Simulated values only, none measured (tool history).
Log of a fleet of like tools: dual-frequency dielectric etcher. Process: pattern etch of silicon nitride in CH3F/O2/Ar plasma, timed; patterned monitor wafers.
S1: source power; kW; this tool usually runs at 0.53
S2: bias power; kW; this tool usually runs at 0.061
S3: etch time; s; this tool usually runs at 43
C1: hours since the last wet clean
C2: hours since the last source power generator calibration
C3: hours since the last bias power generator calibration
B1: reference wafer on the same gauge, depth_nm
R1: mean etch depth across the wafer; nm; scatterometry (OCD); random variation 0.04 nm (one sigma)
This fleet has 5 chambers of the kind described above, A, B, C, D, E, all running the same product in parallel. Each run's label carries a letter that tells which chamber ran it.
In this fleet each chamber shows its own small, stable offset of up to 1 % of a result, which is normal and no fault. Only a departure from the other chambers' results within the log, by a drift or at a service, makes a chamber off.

run   hour    S1     S2    S3     C1      C2      C3      B1      R1
 1A    8.2  0.53  0.061    43  144.9  1245.7  1932.7  28.396  31.702
 2D   13.3  0.53  0.061    43   33.7    1370   508.2  28.403  31.681
 3C   17.6  0.53  0.061    43  245.3  1798.1   885.3   28.41  31.761
 4E   22.7  0.53  0.061    43  164.6  1406.5  4138.9  28.411  31.983
      31.6  -- chamber B: wet clean of the chamber
 5B   32.4  0.53  0.061    43    0.9  2156.7   143.5  28.416  31.818
 6E   40.2  0.41  0.061    43  182.1    1424  4156.4  28.412   28.92
 7B   47.1  0.41  0.061    43   15.6  2171.4   158.2  28.427  28.911
 8A   53.6  0.41  0.061    43  190.3  1291.1  1978.1  28.425  28.755
 9D   58.2  0.41  0.061    43   78.6  1414.9   553.1  28.435  28.614
10C   65.1  0.41  0.061    43  292.8  1845.6   932.8  28.435  28.741
11A   72.1  0.53  0.061    43  208.8  1309.6  1996.6  28.439  31.775
12E     77  0.53  0.061    43  218.9  1460.8  4193.2  28.439  32.025
13D   85.7  0.53  0.061    43  106.1  1442.4   580.6  28.443  31.715
14B   93.8  0.53  0.061    43   62.3  2218.1   204.9   28.46  31.829
15C  101.4  0.53  0.061    43  329.1  1881.9   969.1   28.46  31.787
16A  106.4  0.53  0.061    36  243.1  1343.9  2030.9  28.451  26.586
17B  114.6  0.53  0.061    36   83.1  2238.9   225.7  28.471  26.669
18D  123.1  0.53  0.061    36  143.5  1479.8     618  28.464  26.541
19C  127.4  0.53  0.061    36  355.1  1907.9   995.1  28.474  26.627
20E  133.9  0.53  0.061    36  275.8  1517.7  4250.1  28.481   26.82
21D  139.7  0.53  0.061    43  160.1  1496.4   634.6  28.477   31.77
22C  149.1  0.53  0.061    43  376.8  1929.6  1016.8  28.478  31.803
23E  153.3  0.53  0.061    43  295.2  1537.1  4269.5    28.5  31.975
24A  158.9  0.53  0.061    43  295.6  1396.4  2083.4  28.489  31.824
25B  164.7  0.53  0.061    43  133.2    2289   275.8  28.492   31.95
26E  170.4  0.53  0.061    43  312.3  1554.2  4286.6  28.495  32.041
27B  179.4  0.53  0.061    43  147.9  2303.7   290.5  28.497  32.007
28A  186.7  0.53  0.061    43  323.4  1424.2  2111.2  28.505  31.787
29C    191  0.66  0.061  48.5  418.7  1971.5  1058.7  28.515  39.207
     191.2  -- chamber D: source power generator calibrated
30D  198.4  0.66  0.061  48.5  218.8     7.2   693.3  28.518  39.122
31C  202.6  0.66  0.061  48.5  430.3  1983.1  1070.3  28.517  39.191
32E  207.3  0.66  0.061  48.5  349.2  1591.1  4323.5  28.514  39.421
33A    214  0.66  0.061  48.5  350.7  1451.5  2138.5  28.519  39.118
34D  223.6  0.53  0.061    43    244    32.4   718.5  28.528  31.765
35B    228  0.53  0.061    43  196.5  2352.3   339.1  28.519   31.95
36D  235.6  0.53  0.061    43    256    44.4   730.5  28.532  31.794
37E  240.5  0.53  0.061    43  382.4  1624.3  4356.7  28.534  32.105
     242.8  -- chamber C: wet clean of the chamber
38A  244.7  0.53  0.061    43  381.4  1482.2  2169.2  28.543  31.815
39C  249.4  0.53  0.061    43    6.6  2029.9  1117.1   28.54   31.88

Is one chamber out of step, is the gauge drifting, or do the chambers differ by no more than their own small offsets? For an off chamber, give its letter and the likeliest cause.

No chamber is off; the gauge reading every chamber's wafers drifts, which makes the whole fleet appear to move together.
Cause: gauge reads high (%) = 0.512.
